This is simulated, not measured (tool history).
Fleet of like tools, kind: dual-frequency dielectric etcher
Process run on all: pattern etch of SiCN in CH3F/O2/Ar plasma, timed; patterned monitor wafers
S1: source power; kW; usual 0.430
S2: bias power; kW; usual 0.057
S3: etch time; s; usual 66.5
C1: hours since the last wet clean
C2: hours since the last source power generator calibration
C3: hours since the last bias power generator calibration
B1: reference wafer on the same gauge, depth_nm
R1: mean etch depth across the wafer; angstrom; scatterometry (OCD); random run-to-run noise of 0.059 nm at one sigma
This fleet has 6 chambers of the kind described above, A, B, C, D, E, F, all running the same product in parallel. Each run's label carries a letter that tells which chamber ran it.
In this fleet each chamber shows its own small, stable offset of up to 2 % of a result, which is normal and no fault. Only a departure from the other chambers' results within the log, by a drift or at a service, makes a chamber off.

run   hour     S1     S2    S3     C1      C2      C3      B1      R1
 1C    2.8  0.430  0.057  66.5  402.3  3319.2  1003.2  21.503  236.52
 2E    8.2  0.430  0.057  66.5  306.1  2615.0  2657.9  21.512  236.59
 3F   10.6  0.430  0.057  66.5  357.7  1347.3  2556.5  21.508  236.10
 4B   14.1  0.430  0.057  66.5  476.8  1212.6   312.9  21.494  235.60
 5A   17.7  0.430  0.057  66.5  242.4  1658.0  1552.1  21.507  232.77
 6D   21.1  0.430  0.057  66.5  418.2  2081.0   177.7  21.490  238.68
 7C   24.8  0.430  0.057  66.5  424.3  3341.2  1025.2  21.506  234.76
 8A   28.5  0.430  0.057  66.5  253.2  1668.8  1562.9  21.493  232.91
 9B   31.4  0.430  0.057  66.5  494.1  1229.9   330.2  21.507  235.21
      34.7  -- chamber B: wet clean of the chamber
10E   34.7  0.430  0.065  60.5  332.6  2641.5  2684.4  21.499  225.81
11F   38.5  0.430  0.065  60.5  385.6  1375.2  2584.4  21.514  224.10
12D   42.5  0.430  0.065  60.5  439.6  2102.4   199.1  21.493  227.00
13A   46.4  0.430  0.065  60.5  271.1  1686.7  1580.8  21.506  220.97
14D   49.7  0.430  0.065  60.5  446.8  2109.6   206.3  21.505  226.76
15F   52.1  0.430  0.065  60.5  399.2  1388.8  2598.0  21.494  223.95
16C   55.7  0.430  0.057  66.5  455.2  3372.1  1056.1  21.510  235.76
17B   59.1  0.430  0.057  66.5   24.4  1257.6   357.9  21.504  233.89
18E   64.0  0.430  0.057  66.5  361.9  2670.8  2713.7  21.494  237.93
19E   67.8  0.430  0.057  66.5  365.7  2674.6  2717.5  21.494  236.41
20D   70.5  0.430  0.057  66.5  467.6  2130.4   227.1  21.498  237.81
21C   75.1  0.430  0.057  66.5  474.6  3391.5  1075.5  21.489  234.88
22B   78.8  0.430  0.057  66.5   44.1  1277.3   377.6  21.506  234.49
23F   82.3  0.430  0.057  66.5  429.4  1419.0  2628.2  21.505  235.62
24A   86.0  0.430  0.057  66.5  310.7  1726.3  1620.4  21.498  232.05
      86.7  -- chamber D: wet clean of the chamber
25F   90.2  0.430  0.057  66.5  437.3  1426.9  2636.1  21.512  235.35
26A   92.9  0.430  0.057  66.5  317.6  1733.2  1627.3  21.509  233.71
27E   96.5  0.430  0.062  48.0  394.4  2703.3  2746.2  21.489  175.80
28D  102.1  0.430  0.062  48.0   15.4  2162.0   258.7  21.513  176.95
     103.8  -- chamber F: wet clean of the chamber
29B  104.6  0.430  0.062  48.0   69.9  1303.1   403.4  21.498  174.12
30C  109.5  0.430  0.062  48.0  509.0  3425.9  1109.9  21.512  174.73
31B  114.2  0.430  0.062  48.0   79.5  1312.7   413.0  21.506  173.92
32F  117.5  0.430  0.062  48.0   13.7  1454.2  2663.4  21.510  175.80
     117.8  -- chamber C: wet clean of the chamber
33D  121.8  0.430  0.057  66.5   35.1  2181.7   278.4  21.502  238.85
34E  127.4  0.430  0.057  66.5  425.3  2734.2  2777.1  21.510  236.39
35A  131.7  0.430  0.057  66.5  356.4  1772.0  1666.1  21.497  232.74
36C  135.4  0.430  0.057  66.5   17.7  3451.8  1135.8  21.495  234.54
37F  137.9  0.380  0.051  66.5   34.1  1474.6  2683.8  21.507  216.11
38A  141.1  0.380  0.051  66.5  365.8  1781.4  1675.5  21.500  213.78
39C  145.3  0.380  0.051  66.5   27.6  3461.7  1145.7  21.498  216.69
40D  148.4  0.380  0.051  66.5   61.7  2208.3   305.0  21.497  219.21
41B  153.1  0.380  0.051  66.5  118.4  1351.6   451.9  21.481  215.05
42E  156.8  0.380  0.051  66.5  454.7  2763.6  2806.5  21.495  218.24
43E  161.7  0.430  0.057  79.0  459.6  2768.5  2811.4  21.507  282.08
44F  167.3  0.430  0.057  79.0   63.5  1504.0  2713.2  21.508  281.49

Which is it: a chamber that has drifted or been left off by a service, a gauge drift common to all chambers, or only each chamber's usual small offset? If a chamber is off, name it and its likeliest cause.

The fleet is healthy, with each chamber sitting at its usual small offset and no drift in the gauge.
